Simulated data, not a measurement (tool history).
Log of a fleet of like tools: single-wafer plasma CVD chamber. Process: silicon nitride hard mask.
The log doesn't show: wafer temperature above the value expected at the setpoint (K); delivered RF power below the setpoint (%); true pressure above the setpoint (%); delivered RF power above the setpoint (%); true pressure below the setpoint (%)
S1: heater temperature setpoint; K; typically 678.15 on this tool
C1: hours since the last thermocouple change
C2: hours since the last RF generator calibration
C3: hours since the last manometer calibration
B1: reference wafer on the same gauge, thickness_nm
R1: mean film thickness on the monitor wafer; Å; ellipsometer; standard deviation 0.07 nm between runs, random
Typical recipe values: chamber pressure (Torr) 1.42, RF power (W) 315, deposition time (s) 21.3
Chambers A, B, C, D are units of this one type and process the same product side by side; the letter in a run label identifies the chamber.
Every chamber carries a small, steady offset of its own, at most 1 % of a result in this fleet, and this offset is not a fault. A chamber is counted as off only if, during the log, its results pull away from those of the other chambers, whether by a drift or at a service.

run 1B hour=6.2 | S1=678.15 chamber_pressure_(Torr)=1.42 RF_power_(W)=315 deposition_time_(s)=21.3 | C1=1901.7 C2=330.2 C3=2146.7 | B1=25.985 | R1=243.31
run 2D hour=12.0 | S1=678.15 chamber_pressure_(Torr)=1.42 RF_power_(W)=315 deposition_time_(s)=21.3 | C1=1683.8 C2=201.2 C3=2818.3 | B1=26.003 | R1=243.66
run 3C hour=20.3 | S1=678.15 chamber_pressure_(Torr)=1.42 RF_power_(W)=315 deposition_time_(s)=21.3 | C1=1454.0 C2=1840.1 C3=451.5 | B1=26.003 | R1=244.66
run 4A hour=32.4 | S1=678.15 chamber_pressure_(Torr)=1.42 RF_power_(W)=315 deposition_time_(s)=21.3 | C1=1705.9 C2=574.4 C3=747.4 | B1=25.996 | R1=245.60
run 5C hour=43.6 | S1=678.15 chamber_pressure_(Torr)=1.42 RF_power_(W)=315 deposition_time_(s)=21.3 | C1=1477.3 C2=1863.4 C3=474.8 | B1=25.998 | R1=243.35
run 6A hour=52.5 | S1=678.15 chamber_pressure_(Torr)=1.42 RF_power_(W)=315 deposition_time_(s)=21.3 | C1=1726.0 C2=594.5 C3=767.5 | B1=26.028 | R1=242.46
run 7D hour=64.9 | S1=678.15 chamber_pressure_(Torr)=1.42 RF_power_(W)=315 deposition_time_(s)=21.3 | C1=1736.7 C2=254.1 C3=2871.2 | B1=26.001 | R1=244.66
run 8B hour=71.1 | S1=678.15 chamber_pressure_(Torr)=1.42 RF_power_(W)=315 deposition_time_(s)=23.8 | C1=1966.6 C2=395.1 C3=2211.6 | B1=26.003 | R1=270.39
run 9B hour=82.8 | S1=678.15 chamber_pressure_(Torr)=1.42 RF_power_(W)=315 deposition_time_(s)=23.8 | C1=1978.3 C2=406.8 C3=2223.3 | B1=26.001 | R1=270.77
run 10C hour=92.5 | S1=678.15 chamber_pressure_(Torr)=1.42 RF_power_(W)=315 deposition_time_(s)=23.8 | C1=1526.2 C2=1912.3 C3=523.7 | B1=25.993 | R1=273.12
run 11D hour=99.9 | S1=678.15 chamber_pressure_(Torr)=1.42 RF_power_(W)=315 deposition_time_(s)=23.8 | C1=1771.7 C2=289.1 C3=2906.2 | B1=26.007 | R1=273.79
-- hour=105.3 chamber D: capacitance manometer re-zeroed and calibrated
run 12A hour=106.3 | S1=678.15 chamber_pressure_(Torr)=1.42 RF_power_(W)=315 deposition_time_(s)=21.3 | C1=1779.8 C2=648.3 C3=821.3 | B1=25.999 | R1=245.10
run 13C hour=118.4 | S1=678.15 chamber_pressure_(Torr)=1.20 RF_power_(W)=315 deposition_time_(s)=21.3 | C1=1552.1 C2=1938.2 C3=549.6 | B1=26.005 | R1=230.69
run 14B hour=125.1 | S1=678.15 chamber_pressure_(Torr)=1.20 RF_power_(W)=315 deposition_time_(s)=21.3 | C1=2020.6 C2=449.1 C3=2265.6 | B1=26.008 | R1=229.13
run 15A hour=130.6 | S1=678.15 chamber_pressure_(Torr)=1.20 RF_power_(W)=315 deposition_time_(s)=21.3 | C1=1804.1 C2=672.6 C3=845.6 | B1=26.005 | R1=232.67
run 16D hour=136.9 | S1=678.15 chamber_pressure_(Torr)=1.20 RF_power_(W)=315 deposition_time_(s)=21.3 | C1=1808.7 C2=326.1 C3=31.6 | B1=26.009 | R1=237.09
run 17A hour=144.0 | S1=678.15 chamber_pressure_(Torr)=1.42 RF_power_(W)=315 deposition_time_(s)=21.3 | C1=1817.5 C2=686.0 C3=859.0 | B1=26.007 | R1=245.54
run 18D hour=155.5 | S1=678.15 chamber_pressure_(Torr)=1.42 RF_power_(W)=315 deposition_time_(s)=21.3 | C1=1827.3 C2=344.7 C3=50.2 | B1=26.023 | R1=249.31
run 19B hour=162.2 | S1=678.15 chamber_pressure_(Torr)=1.42 RF_power_(W)=315 deposition_time_(s)=21.3 | C1=2057.7 C2=486.2 C3=2302.7 | B1=26.010 | R1=241.21
run 20C hour=169.2 | S1=678.15 chamber_pressure_(Torr)=1.42 RF_power_(W)=315 deposition_time_(s)=21.3 | C1=1602.9 C2=1989.0 C3=600.4 | B1=25.987 | R1=243.96
run 21A hour=179.6 | S1=678.15 chamber_pressure_(Torr)=1.42 RF_power_(W)=315 deposition_time_(s)=21.3 | C1=1853.1 C2=721.6 C3=894.6 | B1=25.995 | R1=244.04
run 22B hour=191.3 | S1=678.15 chamber_pressure_(Torr)=1.42 RF_power_(W)=315 deposition_time_(s)=21.3 | C1=2086.8 C2=515.3 C3=2331.8 | B1=25.984 | R1=243.26
run 23D hour=203.6 | S1=678.15 chamber_pressure_(Torr)=1.42 RF_power_(W)=275 deposition_time_(s)=21.3 | C1=1875.4 C2=392.8 C3=98.3 | B1=26.007 | R1=229.20
run 24C hour=212.3 | S1=678.15 chamber_pressure_(Torr)=1.42 RF_power_(W)=275 deposition_time_(s)=21.3 | C1=1646.0 C2=2032.1 C3=643.5 | B1=25.998 | R1=223.15
run 25C hour=224.4 | S1=678.15 chamber_pressure_(Torr)=1.42 RF_power_(W)=275 deposition_time_(s)=21.3 | C1=1658.1 C2=2044.2 C3=655.6 | B1=25.982 | R1=222.75
run 26A hour=233.6 | S1=678.15 chamber_pressure_(Torr)=1.42 RF_power_(W)=275 deposition_time_(s)=21.3 | C1=1907.1 C2=775.6 C3=948.6 | B1=26.005 | R1=224.13
run 27D hour=244.9 | S1=678.15 chamber_pressure_(Torr)=1.42 RF_power_(W)=315 deposition_time_(s)=21.3 | C1=1916.7 C2=434.1 C3=139.6 | B1=26.011 | R1=250.68
run 28B hour=250.7 | S1=678.15 chamber_pressure_(Torr)=1.42 RF_power_(W)=315 deposition_time_(s)=21.3 | C1=2146.2 C2=574.7 C3=2391.2 | B1=25.994 | R1=241.73
run 29D hour=258.1 | S1=678.15 chamber_pressure_(Torr)=1.42 RF_power_(W)=315 deposition_time_(s)=21.3 | C1=1929.9 C2=447.3 C3=152.8 | B1=25.976 | R1=250.46
run 30A hour=267.1 | S1=678.15 chamber_pressure_(Torr)=1.42 RF_power_(W)=315 deposition_time_(s)=21.3 | C1=1940.6 C2=809.1 C3=982.1 | B1=26.022 | R1=243.64
run 31B hour=276.9 | S1=678.15 chamber_pressure_(Torr)=1.42 RF_power_(W)=315 deposition_time_(s)=21.3 | C1=2172.4 C2=600.9 C3=2417.4 | B1=26.025 | R1=243.24
run 32C hour=286.4 | S1=678.15 chamber_pressure_(Torr)=1.42 RF_power_(W)=315 deposition_time_(s)=21.3 | C1=1720.1 C2=2106.2 C3=717.6 | B1=25.986 | R1=244.31
run 33A hour=295.3 | S1=678.15 chamber_pressure_(Torr)=1.42 RF_power_(W)=315 deposition_time_(s)=21.3 | C1=1968.8 C2=837.3 C3=1010.3 | B1=25.989 | R1=244.80

The same settings go to every chamber for the next run, one line per chamber below. Forecast the results for each:
run 34A hour=304.4 | S1=678.15 chamber_pressure_(Torr)=1.42 RF_power_(W)=315 deposition_time_(s)=21.3 | R1=?
run 34B hour=304.4 | S1=678.15 chamber_pressure_(Torr)=1.42 RF_power_(W)=315 deposition_time_(s)=21.3 | R1=?
run 34C hour=304.4 | S1=678.15 chamber_pressure_(Torr)=1.42 RF_power_(W)=315 deposition_time_(s)=21.3 | R1=?
run 34D hour=304.4 | S1=678.15 chamber_pressure_(Torr)=1.42 RF_power_(W)=315 deposition_time_(s)=21.3 | R1=?

run=34A R1=245.30
run=34B R1=241.57
run=34C R1=245.51
run=34D R1=250.98

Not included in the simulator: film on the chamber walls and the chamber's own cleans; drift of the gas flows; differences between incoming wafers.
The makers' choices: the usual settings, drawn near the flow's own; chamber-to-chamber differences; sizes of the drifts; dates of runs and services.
